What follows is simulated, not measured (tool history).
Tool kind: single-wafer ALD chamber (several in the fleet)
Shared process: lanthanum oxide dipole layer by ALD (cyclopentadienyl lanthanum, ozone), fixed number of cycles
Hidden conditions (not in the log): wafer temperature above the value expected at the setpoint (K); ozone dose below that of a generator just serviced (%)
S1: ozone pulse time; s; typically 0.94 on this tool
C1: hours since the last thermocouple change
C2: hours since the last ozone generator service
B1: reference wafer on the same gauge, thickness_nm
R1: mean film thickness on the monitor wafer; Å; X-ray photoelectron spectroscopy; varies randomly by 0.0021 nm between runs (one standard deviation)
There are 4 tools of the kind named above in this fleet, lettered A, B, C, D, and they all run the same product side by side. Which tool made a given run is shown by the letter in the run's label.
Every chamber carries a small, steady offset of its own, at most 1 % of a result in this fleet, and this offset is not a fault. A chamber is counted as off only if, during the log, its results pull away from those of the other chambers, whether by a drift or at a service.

run	hour	S1	C1	C2	B1	R1
1C	8	0.94	512.5	1199.5	0.3952	4.8897
2D	16.8	0.94	760.6	595.3	0.39472	4.8887
3A	23.6	0.94	1079.3	357	0.39501	4.8848
4B	29.2	0.94	846.9	401.7	0.39512	4.8534
5C	37.3	0.63	541.8	1228.8	0.39505	4.0949
6D	45	0.63	788.8	623.5	0.39483	4.1499
7B	52.3	0.63	870	424.8	0.39518	4.1022
8A	62.4	0.63	1118.1	395.8	0.39464	4.1342
9B	68.7	0.94	886.4	441.2	0.39507	4.8888
10A	74.4	0.94	1130.1	407.8	0.39453	4.9077
11C	82.3	0.94	586.8	1273.8	0.39504	4.8685
# hour 83.6: chamber C: ozone generator serviced
12D	90.9	0.94	834.7	669.4	0.39482	4.8637
13A	100	0.94	1155.7	433.4	0.39502	4.923
14C	109.6	0.94	614.1	26.1	0.39479	4.9108
15B	119.7	0.94	937.4	492.2	0.39474	4.8506
16D	128	0.94	871.8	706.5	0.39524	4.895
17D	137.8	0.94	881.6	716.3	0.39488	4.8713
18A	145.8	0.94	1201.5	479.2	0.39532	4.9083
19C	155.1	0.94	659.6	71.6	0.39503	4.8393
20B	160.9	0.94	978.6	533.4	0.39489	4.782
21C	167.4	1.3	671.9	83.9	0.39484	5.3267
22D	176.1	1.3	919.9	754.6	0.39522	5.3312
23A	184.2	1.3	1239.9	517.6	0.3945	5.3786
24B	192.7	1.3	1010.4	565.2	0.39452	5.2262
25D	203.7	0.94	947.5	782.2	0.39532	4.8756
26A	214.4	0.94	1270.1	547.8	0.39509	4.9297
27C	223	0.94	727.5	139.5	0.3951	4.9064
28B	230.7	1.24	1048.4	603.2	0.39537	5.1205
29C	238.4	1.24	742.9	154.9	0.39455	5.3296
30A	245.1	1.24	1300.8	578.5	0.39508	5.29
31D	253.6	1.24	997.4	832.1	0.39482	5.25
32B	261.7	0.94	1079.4	634.2	0.39508	4.6299
33A	267.3	0.94	1323	600.7	0.3951	4.8898

Decide between three cases: one chamber stands off from its peers, the gauge reading all wafers drifts, or nothing is wrong past each chamber's small offset. Where a chamber is off, say which and what most likely put it there.

One chamber, B, drifts off from the rest bit by bit.
What lies behind it: ozone dose below that of a generator just serviced (%) = 13.8.

Chamber B could run next with any of the 4 candidate recipes listed below; each alters the usual settings, and their results appear as question marks. Which one brings its results back in line with what the other chambers deliver on the usual settings?
A result is in line if it is within this distance of the other chambers' mean on the usual settings: R1 0.073 Å
34B-1	275.2	0.72				?
34B-2	275.2	0.82				?
34B-3	275.2	1.11				?
34B-4	275.2	1.32				?

Usual-settings mean across the other chambers: R1 4.8972 Å
run	R1
34B-1	4.0817
34B-2	4.3442
34B-3	4.8932
34B-4	5.1504
34B-3 brings the chamber back in line.
